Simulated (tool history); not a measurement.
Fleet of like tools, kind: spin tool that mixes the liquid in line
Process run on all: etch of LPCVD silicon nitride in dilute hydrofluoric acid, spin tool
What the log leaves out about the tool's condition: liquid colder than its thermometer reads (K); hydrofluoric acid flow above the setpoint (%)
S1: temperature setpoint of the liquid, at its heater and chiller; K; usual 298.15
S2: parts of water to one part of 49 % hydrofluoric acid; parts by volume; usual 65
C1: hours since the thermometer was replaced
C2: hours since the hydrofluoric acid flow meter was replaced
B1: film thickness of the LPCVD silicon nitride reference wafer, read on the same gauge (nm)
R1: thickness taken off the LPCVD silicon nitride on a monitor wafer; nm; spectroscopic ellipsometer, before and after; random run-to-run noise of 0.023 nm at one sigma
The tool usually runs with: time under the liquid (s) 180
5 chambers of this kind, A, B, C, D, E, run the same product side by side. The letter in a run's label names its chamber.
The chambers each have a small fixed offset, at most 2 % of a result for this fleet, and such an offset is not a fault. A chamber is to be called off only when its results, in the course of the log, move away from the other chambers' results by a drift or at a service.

{"run": "1D", "hour": 4.2, "S1": 298.15, "S2": 65, "time under the liquid (s)": 180, "C1": 2695.8, "C2": 697.1, "B1": 150.01, "R1": 1.4052}
{"hour": 5.1, "done": "chamber D: thermometer replaced"}
{"run": "2C", "hour": 9.1, "S1": 298.15, "S2": 65, "time under the liquid (s)": 180, "C1": 315.2, "C2": 1737.5, "B1": 149.99, "R1": 1.4258}
{"run": "3A", "hour": 12.9, "S1": 298.15, "S2": 65, "time under the liquid (s)": 180, "C1": 252.9, "C2": 266, "B1": 149.99, "R1": 1.4024}
{"run": "4B", "hour": 19.7, "S1": 298.15, "S2": 65, "time under the liquid (s)": 180, "C1": 604.2, "C2": 1729.9, "B1": 149.98, "R1": 1.4266}
{"run": "5E", "hour": 25.5, "S1": 298.15, "S2": 65, "time under the liquid (s)": 180, "C1": 1662.7, "C2": 154.7, "B1": 149.95, "R1": 1.3664}
{"run": "6D", "hour": 30.7, "S1": 298.15, "S2": 65, "time under the liquid (s)": 180, "C1": 25.7, "C2": 723.6, "B1": 150.01, "R1": 1.3434}
{"run": "7E", "hour": 34.3, "S1": 298.15, "S2": 65, "time under the liquid (s)": 180, "C1": 1671.5, "C2": 163.5, "B1": 150.01, "R1": 1.3452}
{"run": "8B", "hour": 39.4, "S1": 298.15, "S2": 65, "time under the liquid (s)": 180, "C1": 623.9, "C2": 1749.6, "B1": 150.02, "R1": 1.4217}
{"run": "9A", "hour": 46.3, "S1": 298.15, "S2": 65, "time under the liquid (s)": 180, "C1": 286.3, "C2": 299.4, "B1": 149.99, "R1": 1.4239}
{"run": "10C", "hour": 50.4, "S1": 298.15, "S2": 65, "time under the liquid (s)": 180, "C1": 356.5, "C2": 1778.8, "B1": 150, "R1": 1.4118}
{"run": "11A", "hour": 56.0, "S1": 298.15, "S2": 65, "time under the liquid (s)": 180, "C1": 296, "C2": 309.1, "B1": 150.01, "R1": 1.3676}
{"run": "12C", "hour": 59.5, "S1": 298.15, "S2": 65, "time under the liquid (s)": 180, "C1": 365.6, "C2": 1787.9, "B1": 150, "R1": 1.4294}
{"run": "13E", "hour": 64.2, "S1": 298.15, "S2": 65, "time under the liquid (s)": 180, "C1": 1701.4, "C2": 193.4, "B1": 149.98, "R1": 1.3891}
{"run": "14D", "hour": 69.0, "S1": 298.15, "S2": 75, "time under the liquid (s)": 180, "C1": 64, "C2": 761.9, "B1": 150, "R1": 1.1521}
{"run": "15B", "hour": 75.9, "S1": 298.15, "S2": 75, "time under the liquid (s)": 180, "C1": 660.4, "C2": 1786.1, "B1": 149.96, "R1": 1.2128}
{"run": "16A", "hour": 81.7, "S1": 298.15, "S2": 75, "time under the liquid (s)": 180, "C1": 321.7, "C2": 334.8, "B1": 150.01, "R1": 1.2348}
{"run": "17B", "hour": 86.1, "S1": 298.15, "S2": 75, "time under the liquid (s)": 180, "C1": 670.6, "C2": 1796.3, "B1": 149.98, "R1": 1.2337}
{"run": "18E", "hour": 89.3, "S1": 298.15, "S2": 75, "time under the liquid (s)": 180, "C1": 1726.5, "C2": 218.5, "B1": 150.02, "R1": 1.2288}
{"run": "19D", "hour": 93.2, "S1": 298.15, "S2": 65, "time under the liquid (s)": 180, "C1": 88.2, "C2": 786.1, "B1": 149.99, "R1": 1.3924}
{"run": "20C", "hour": 100.1, "S1": 298.15, "S2": 65, "time under the liquid (s)": 180, "C1": 406.2, "C2": 1828.5, "B1": 150, "R1": 1.3868}
{"run": "21C", "hour": 103.7, "S1": 298.15, "S2": 65, "time under the liquid (s)": 180, "C1": 409.8, "C2": 1832.1, "B1": 150.02, "R1": 1.3954}
{"run": "22E", "hour": 106.9, "S1": 298.15, "S2": 65, "time under the liquid (s)": 180, "C1": 1744.1, "C2": 236.1, "B1": 149.99, "R1": 1.39}
{"run": "23D", "hour": 113.1, "S1": 298.15, "S2": 65, "time under the liquid (s)": 180, "C1": 108.1, "C2": 806, "B1": 150, "R1": 1.3755}
{"run": "24A", "hour": 119.7, "S1": 298.15, "S2": 65, "time under the liquid (s)": 180, "C1": 359.7, "C2": 372.8, "B1": 149.97, "R1": 1.4628}
{"run": "25B", "hour": 125.7, "S1": 298.15, "S2": 65, "time under the liquid (s)": 180, "C1": 710.2, "C2": 1835.9, "B1": 149.99, "R1": 1.3649}
{"run": "26A", "hour": 132.2, "S1": 298.15, "S2": 65, "time under the liquid (s)": 180, "C1": 372.2, "C2": 385.3, "B1": 150, "R1": 1.4587}
{"run": "27C", "hour": 138.4, "S1": 298.15, "S2": 65, "time under the liquid (s)": 180, "C1": 444.5, "C2": 1866.8, "B1": 150.01, "R1": 1.4043}
{"run": "28E", "hour": 141.7, "S1": 298.15, "S2": 65, "time under the liquid (s)": 180, "C1": 1778.9, "C2": 270.9, "B1": 150, "R1": 1.3763}
{"run": "29B", "hour": 147.3, "S1": 298.15, "S2": 65, "time under the liquid (s)": 180, "C1": 731.8, "C2": 1857.5, "B1": 150, "R1": 1.4281}
{"run": "30D", "hour": 153.8, "S1": 298.15, "S2": 65, "time under the liquid (s)": 180, "C1": 148.8, "C2": 846.7, "B1": 150.01, "R1": 1.3752}
{"run": "31A", "hour": 157.9, "S1": 298.15, "S2": 65, "time under the liquid (s)": 180, "C1": 397.9, "C2": 411, "B1": 150.03, "R1": 1.494}
{"run": "32E", "hour": 162.7, "S1": 298.15, "S2": 65, "time under the liquid (s)": 180, "C1": 1799.9, "C2": 291.9, "B1": 150.02, "R1": 1.3768}
{"run": "33D", "hour": 169.3, "S1": 298.15, "S2": 65, "time under the liquid (s)": 180, "C1": 164.3, "C2": 862.2, "B1": 150, "R1": 1.4133}
{"run": "34B", "hour": 175.0, "S1": 301.65, "S2": 65, "time under the liquid (s)": 250, "C1": 759.5, "C2": 1885.2, "B1": 150.02, "R1": 2.4536}
{"run": "35C", "hour": 181.6, "S1": 301.65, "S2": 65, "time under the liquid (s)": 250, "C1": 487.7, "C2": 1910, "B1": 150, "R1": 2.4385}
{"run": "36B", "hour": 184.7, "S1": 301.65, "S2": 65, "time under the liquid (s)": 250, "C1": 769.2, "C2": 1894.9, "B1": 150, "R1": 2.3883}
{"run": "37A", "hour": 190.2, "S1": 301.65, "S2": 65, "time under the liquid (s)": 250, "C1": 430.2, "C2": 443.3, "B1": 149.99, "R1": 2.6276}
{"run": "38E", "hour": 196.7, "S1": 301.65, "S2": 65, "time under the liquid (s)": 250, "C1": 1833.9, "C2": 325.9, "B1": 150.02, "R1": 2.3771}
{"run": "39D", "hour": 201.7, "S1": 298.15, "S2": 65, "time under the liquid (s)": 180, "C1": 196.7, "C2": 894.6, "B1": 150.03, "R1": 1.3973}
{"run": "40C", "hour": 206.7, "S1": 298.15, "S2": 65, "time under the liquid (s)": 180, "C1": 512.8, "C2": 1935.1, "B1": 150, "R1": 1.4218}

All 5 chambers run these settings next. Forecast each chamber's results:
{"run": "41A", "hour": 211.8, "S1": 298.15, "S2": 40, "time under the liquid (s)": 180, "R1": "?"}
{"run": "41B", "hour": 211.8, "S1": 298.15, "S2": 40, "time under the liquid (s)": 180, "R1": "?"}
{"run": "41C", "hour": 211.8, "S1": 298.15, "S2": 40, "time under the liquid (s)": 180, "R1": "?"}
{"run": "41D", "hour": 211.8, "S1": 298.15, "S2": 40, "time under the liquid (s)": 180, "R1": "?"}
{"run": "41E", "hour": 211.8, "S1": 298.15, "S2": 40, "time under the liquid (s)": 180, "R1": "?"}

run=41A R1=2.5052
run=41B R1=2.2272
run=41C R1=2.2195
run=41D R1=2.2508
run=41E R1=2.2832
